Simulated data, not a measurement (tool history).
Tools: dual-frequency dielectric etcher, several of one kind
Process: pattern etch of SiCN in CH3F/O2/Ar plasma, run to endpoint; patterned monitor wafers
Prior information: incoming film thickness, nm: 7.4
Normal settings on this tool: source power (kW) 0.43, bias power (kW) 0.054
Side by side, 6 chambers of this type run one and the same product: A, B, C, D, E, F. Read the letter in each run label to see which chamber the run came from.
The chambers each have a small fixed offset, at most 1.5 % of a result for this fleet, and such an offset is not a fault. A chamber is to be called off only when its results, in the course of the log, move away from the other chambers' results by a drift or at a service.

run   hour  source power (kW)  bias power (kW)  endpoint time (s)
       6.1  -- chamber F: wet clean of the chamber
 1E    9.5               0.43            0.054             21.419
 2F   16.5               0.43            0.054             20.883
 3C   28.4               0.43            0.054             21.458
 4A   41.4               0.43            0.054             21.389
 5D   54.5               0.43            0.054             21.104
      65.9  -- chamber B: wet clean of the chamber
 6B   66.6               0.43            0.054             21.184
 7C   78.8               0.43            0.054             21.412
      85.8  -- chamber A: bias power generator calibrated
 8F   91.9               0.43            0.054             21.047
 9E    103               0.43            0.054             21.495
10B  110.4               0.43            0.054             21.259
11D  122.9               0.43            0.054             21.193
12A  130.4               0.43            0.054             21.239
13F  136.4               0.43            0.054             20.989
14A  143.3               0.43            0.054             21.234
15B  153.8               0.43            0.054             21.122
16C  163.8               0.43            0.054             21.535
17D  175.7               0.33            0.041             25.463
       188  -- chamber E: bias power generator calibrated
18E  189.4               0.33            0.041             26.125
19A  198.1               0.33            0.041             25.831
     199.7  -- chamber C: wet clean of the chamber
20C  206.8               0.33            0.041              27.08
21E  213.1               0.33            0.041             25.916
22D  221.7               0.33            0.041             25.521
     232.5  -- chamber A: source power generator calibrated
23F  233.1               0.43            0.054             21.021
     237.2  -- chamber D: wet clean of the chamber
24B  244.4               0.43            0.054              21.23
25E  252.1               0.43            0.054             21.353
26F  258.1               0.43            0.054             20.972
27C  270.2               0.43            0.054             22.535
28A  283.1               0.43            0.054             21.313
29D  293.9               0.43            0.054              20.87
30B  305.4               0.43            0.054             21.123
31A  311.6               0.43            0.054             21.291
32E  325.1               0.43            0.054             21.353
33F  331.9               0.43            0.054             20.897
34C  338.1               0.43            0.054             22.461
35B  347.2               0.43            0.054             21.312
36D  353.8               0.43            0.054             20.959

Next, all 6 chambers run the settings below, one line each with question marks for the results. What does each chamber give?
37A  363.8               0.43            0.054                  ?
37B  363.8               0.43            0.054                  ?
37C  363.8               0.43            0.054                  ?
37D  363.8               0.43            0.054                  ?
37E  363.8               0.43            0.054                  ?
37F  363.8               0.43            0.054                  ?

run  endpoint time (s)
37A             21.272
37B             21.145
37C              22.65
37D             21.214
37E             21.353
37F             21.055
